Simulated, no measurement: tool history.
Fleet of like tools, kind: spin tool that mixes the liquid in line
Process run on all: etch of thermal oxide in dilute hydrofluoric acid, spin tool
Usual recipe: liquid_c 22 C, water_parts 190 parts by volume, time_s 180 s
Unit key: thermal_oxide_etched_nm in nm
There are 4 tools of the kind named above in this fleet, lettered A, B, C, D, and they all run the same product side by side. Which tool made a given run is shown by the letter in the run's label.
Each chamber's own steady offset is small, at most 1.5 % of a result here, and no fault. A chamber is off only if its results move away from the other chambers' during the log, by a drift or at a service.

run	hour	liquid_c	water_parts	time_s	hours since the thermometer was replaced	hours since the hydrofluoric acid flow meter was replaced	read-back film thickness of the thermal oxide reference wafer, read on the same gauge (nm)	thermal_oxide_etched_nm
1C	9.2	22	190	180	917.7	102.4	89.993	3.6722
2D	20.3	22	190	180	205.7	350.6	90.014	3.7149
3A	31.1	22	190	180	77.4	480.9	90.023	3.6764
4B	42.6	22	190	180	1010.5	1010	90.031	3.7368
5D	49.9	22	190	180	235.3	380.2	89.989	3.7274
6A	58	22	190	180	104.3	507.8	89.975	3.6539
7C	70.5	22	190	180	979	163.7	90.016	3.6961
8B	82.2	22	190	180	1050.1	1049.6	89.982	3.684
9B	88.6	22	190	180	1056.5	1056	89.96	3.6815
10C	98	22	190	180	1006.5	191.2	89.955	3.6326
11A	110.8	22	190	180	157.1	560.6	90.002	3.656
12D	119.3	22	190	180	304.7	449.6	90.023	3.6922
13D	127.5	22	190	180	312.9	457.8	89.983	3.6786
14B	134.8	22	190	180	1102.7	1102.2	89.999	3.7552
15A	141.6	22	190	180	187.9	591.4	89.987	3.596
16C	154.3	22	190	180	1062.8	247.5	90.004	3.6533
17A	167.5	22	190	180	213.8	617.3	89.997	3.6347
# hour 174: chamber B: thermometer replaced
18D	179.5	22	190	180	364.9	509.8	90.014	3.7139
19B	189.8	24	250	180	15.8	1157.2	90.04	2.8696
20C	195.6	24	250	180	1104.1	288.8	89.995	2.8267
21C	205.1	24	250	180	1113.6	298.3	89.942	2.8467
22A	211.1	24	250	180	257.4	660.9	89.98	2.7692
23B	217.6	22	190	180	43.6	1185	90.027	3.7083
24D	223.7	22	190	180	409.1	554	90.017	3.7146
25C	232.9	22	190	180	1141.4	326.1	89.959	3.6414
26B	241.3	22	190	180	67.3	1208.7	89.956	3.7174
27D	252.7	22	190	180	438.1	583	90.026	3.7192
28A	264.1	22	190	180	310.4	713.9	89.971	3.6251
29C	272.1	22	190	180	1180.6	365.3	89.989	3.7142
# hour 282.5: chamber B: hydrofluoric acid flow meter replaced
30B	283.4	22	190	180	109.4	0.9	89.975	3.613
31A	293.9	22	190	180	340.2	743.7	89.982	3.6571
32D	304.5	22	190	180	489.9	634.8	90.035	3.6881

For the next run the whole fleet of 4 chambers uses the same settings. Give each chamber's results:
33A	313.9	22	190	180				?
33B	313.9	22	190	180				?
33C	313.9	22	190	180				?
33D	313.9	22	190	180				?

run	thermal_oxide_etched_nm
33A	3.6474
33B	3.6661
33C	3.6852
33D	3.7142
